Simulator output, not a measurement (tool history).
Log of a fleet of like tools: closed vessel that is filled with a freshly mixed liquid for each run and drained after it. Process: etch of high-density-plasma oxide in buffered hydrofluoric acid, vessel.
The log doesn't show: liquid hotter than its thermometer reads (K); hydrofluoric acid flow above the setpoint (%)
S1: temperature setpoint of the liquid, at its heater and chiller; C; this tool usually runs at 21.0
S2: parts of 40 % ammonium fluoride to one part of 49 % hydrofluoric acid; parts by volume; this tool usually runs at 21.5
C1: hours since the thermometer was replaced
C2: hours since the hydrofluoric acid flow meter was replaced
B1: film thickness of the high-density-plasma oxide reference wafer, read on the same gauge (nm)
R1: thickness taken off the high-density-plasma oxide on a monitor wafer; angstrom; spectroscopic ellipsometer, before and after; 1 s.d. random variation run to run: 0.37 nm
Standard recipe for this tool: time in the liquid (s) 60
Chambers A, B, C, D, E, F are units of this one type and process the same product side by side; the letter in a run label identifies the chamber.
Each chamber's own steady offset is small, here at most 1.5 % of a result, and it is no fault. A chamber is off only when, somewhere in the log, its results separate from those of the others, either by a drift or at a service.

run 1B day=0.254 | S1=21.0 S2=21.5 time_in_the_liquid_(s)=60 | C1=1553.2 C2=1038.8 | B1=79.997 | R1=433.52
run 2D day=0.404 | S1=21.0 S2=21.5 time_in_the_liquid_(s)=60 | C1=1047.3 C2=1110.5 | B1=80.006 | R1=430.91
run 3F day=0.733 | S1=21.0 S2=21.5 time_in_the_liquid_(s)=60 | C1=1480.3 C2=1188.7 | B1=79.996 | R1=439.64
run 4C day=0.908 | S1=21.0 S2=21.5 time_in_the_liquid_(s)=60 | C1=523.2 C2=1064.5 | B1=80.027 | R1=441.27
run 5A day=1.179 | S1=21.0 S2=21.5 time_in_the_liquid_(s)=60 | C1=192.4 C2=1029.3 | B1=80.043 | R1=435.76
run 6E day=1.375 | S1=21.0 S2=21.5 time_in_the_liquid_(s)=60 | C1=1375.8 C2=545.5 | B1=80.000 | R1=436.02
run 7E day=1.650 | S1=21.0 S2=21.5 time_in_the_liquid_(s)=60 | C1=1382.4 C2=552.1 | B1=80.032 | R1=425.37
run 8A day=1.908 | S1=17.0 S2=21.5 time_in_the_liquid_(s)=30 | C1=209.9 C2=1046.8 | B1=80.016 | R1=174.67
run 9D day=2.175 | S1=17.0 S2=21.5 time_in_the_liquid_(s)=30 | C1=1089.8 C2=1153.0 | B1=80.030 | R1=172.43
run 10C day=2.425 | S1=17.0 S2=21.5 time_in_the_liquid_(s)=30 | C1=559.6 C2=1100.9 | B1=79.980 | R1=172.93
run 11F day=2.596 | S1=17.0 S2=21.5 time_in_the_liquid_(s)=30 | C1=1525.0 C2=1233.4 | B1=79.997 | R1=174.67
run 12B day=2.758 | S1=17.0 S2=21.5 time_in_the_liquid_(s)=30 | C1=1613.3 C2=1098.9 | B1=79.990 | R1=173.16
run 13D day=2.954 | S1=17.0 S2=21.5 time_in_the_liquid_(s)=30 | C1=1108.5 C2=1171.7 | B1=80.027 | R1=172.51
run 14C day=3.138 | S1=21.0 S2=21.5 time_in_the_liquid_(s)=60 | C1=576.7 C2=1118.0 | B1=80.024 | R1=446.64
run 15E day=3.421 | S1=21.0 S2=21.5 time_in_the_liquid_(s)=60 | C1=1424.9 C2=594.6 | B1=80.033 | R1=435.28
run 16B day=3.675 | S1=21.0 S2=21.5 time_in_the_liquid_(s)=60 | C1=1635.3 C2=1120.9 | B1=80.014 | R1=446.36
run 17A day=3.962 | S1=21.0 S2=21.5 time_in_the_liquid_(s)=60 | C1=259.2 C2=1096.1 | B1=80.038 | R1=437.54
run 18F day=4.125 | S1=21.0 S2=21.5 time_in_the_liquid_(s)=60 | C1=1561.7 C2=1270.1 | B1=79.975 | R1=437.76
run 19C day=4.362 | S1=21.0 S2=21.5 time_in_the_liquid_(s)=60 | C1=606.1 C2=1147.4 | B1=80.008 | R1=443.22
run 20B day=4.650 | S1=23.0 S2=19.0 time_in_the_liquid_(s)=60 | C1=1658.7 C2=1144.3 | B1=80.007 | R1=539.69
-- day=4.750 chamber E: hydrofluoric acid flow meter replaced
run 21A day=4.988 | S1=23.0 S2=19.0 time_in_the_liquid_(s)=60 | C1=283.8 C2=1120.7 | B1=80.034 | R1=537.30
run 22D day=5.300 | S1=23.0 S2=19.0 time_in_the_liquid_(s)=60 | C1=1164.8 C2=1228.0 | B1=80.015 | R1=535.23
run 23E day=5.600 | S1=23.0 S2=19.0 time_in_the_liquid_(s)=60 | C1=1477.2 C2=20.4 | B1=80.029 | R1=526.67
run 24F day=5.788 | S1=23.0 S2=19.0 time_in_the_liquid_(s)=60 | C1=1601.6 C2=1310.0 | B1=80.042 | R1=543.24
run 25C day=6.129 | S1=23.0 S2=19.0 time_in_the_liquid_(s)=60 | C1=648.5 C2=1189.8 | B1=80.007 | R1=562.02
run 26E day=6.408 | S1=21.0 S2=21.5 time_in_the_liquid_(s)=60 | C1=1496.6 C2=39.8 | B1=80.008 | R1=430.60
run 27B day=6.671 | S1=21.0 S2=21.5 time_in_the_liquid_(s)=60 | C1=1707.2 C2=1192.8 | B1=79.989 | R1=439.64
run 28F day=6.879 | S1=21.0 S2=21.5 time_in_the_liquid_(s)=60 | C1=1627.8 C2=1336.2 | B1=79.988 | R1=434.91
run 29A day=7.088 | S1=21.0 S2=21.5 time_in_the_liquid_(s)=60 | C1=334.2 C2=1171.1 | B1=80.009 | R1=434.99
run 30D day=7.300 | S1=21.0 S2=21.5 time_in_the_liquid_(s)=60 | C1=1212.8 C2=1276.0 | B1=80.011 | R1=425.83
run 31F day=7.608 | S1=21.0 S2=21.5 time_in_the_liquid_(s)=60 | C1=1645.3 C2=1353.7 | B1=79.992 | R1=430.61
run 32A day=7.908 | S1=22.5 S2=21.5 time_in_the_liquid_(s)=75 | C1=353.9 C2=1190.8 | B1=80.009 | R1=592.71
run 33B day=8.158 | S1=22.5 S2=21.5 time_in_the_liquid_(s)=75 | C1=1742.9 C2=1228.5 | B1=80.009 | R1=587.59
run 34E day=8.450 | S1=22.5 S2=21.5 time_in_the_liquid_(s)=75 | C1=1545.6 C2=88.8 | B1=80.012 | R1=579.40
run 35C day=8.712 | S1=22.5 S2=21.5 time_in_the_liquid_(s)=75 | C1=710.5 C2=1251.8 | B1=79.985 | R1=647.86
run 36D day=8.896 | S1=22.5 S2=21.5 time_in_the_liquid_(s)=75 | C1=1251.1 C2=1314.3 | B1=79.997 | R1=586.67
run 37A day=9.233 | S1=22.5 S2=21.5 time_in_the_liquid_(s)=75 | C1=385.7 C2=1222.6 | B1=79.982 | R1=595.54
run 38F day=9.529 | S1=21.0 S2=21.5 time_in_the_liquid_(s)=60 | C1=1691.4 C2=1399.8 | B1=80.009 | R1=437.71
run 39D day=9.708 | S1=21.0 S2=21.5 time_in_the_liquid_(s)=60 | C1=1270.6 C2=1333.8 | B1=79.975 | R1=434.82
run 40C day=9.946 | S1=21.0 S2=21.5 time_in_the_liquid_(s)=60 | C1=740.1 C2=1281.4 | B1=79.984 | R1=477.40
run 41B day=10.150 | S1=21.0 S2=21.5 time_in_the_liquid_(s)=60 | C1=1790.7 C2=1276.3 | B1=79.989 | R1=438.51

All chambers now run identical settings, listed one chamber a line with results as question marks. What results will each chamber show?
run 42A day=10.396 | S1=21.0 S2=15.5 time_in_the_liquid_(s)=60 | R1=?
run 42B day=10.396 | S1=21.0 S2=15.5 time_in_the_liquid_(s)=60 | R1=?
run 42C day=10.396 | S1=21.0 S2=15.5 time_in_the_liquid_(s)=60 | R1=?
run 42D day=10.396 | S1=21.0 S2=15.5 time_in_the_liquid_(s)=60 | R1=?
run 42E day=10.396 | S1=21.0 S2=15.5 time_in_the_liquid_(s)=60 | R1=?
run 42F day=10.396 | S1=21.0 S2=15.5 time_in_the_liquid_(s)=60 | R1=?

run=42A R1=583.61
run=42B R1=580.04
run=42C R1=645.80
run=42D R1=582.83
run=42E R1=579.55
run=42F R1=575.62

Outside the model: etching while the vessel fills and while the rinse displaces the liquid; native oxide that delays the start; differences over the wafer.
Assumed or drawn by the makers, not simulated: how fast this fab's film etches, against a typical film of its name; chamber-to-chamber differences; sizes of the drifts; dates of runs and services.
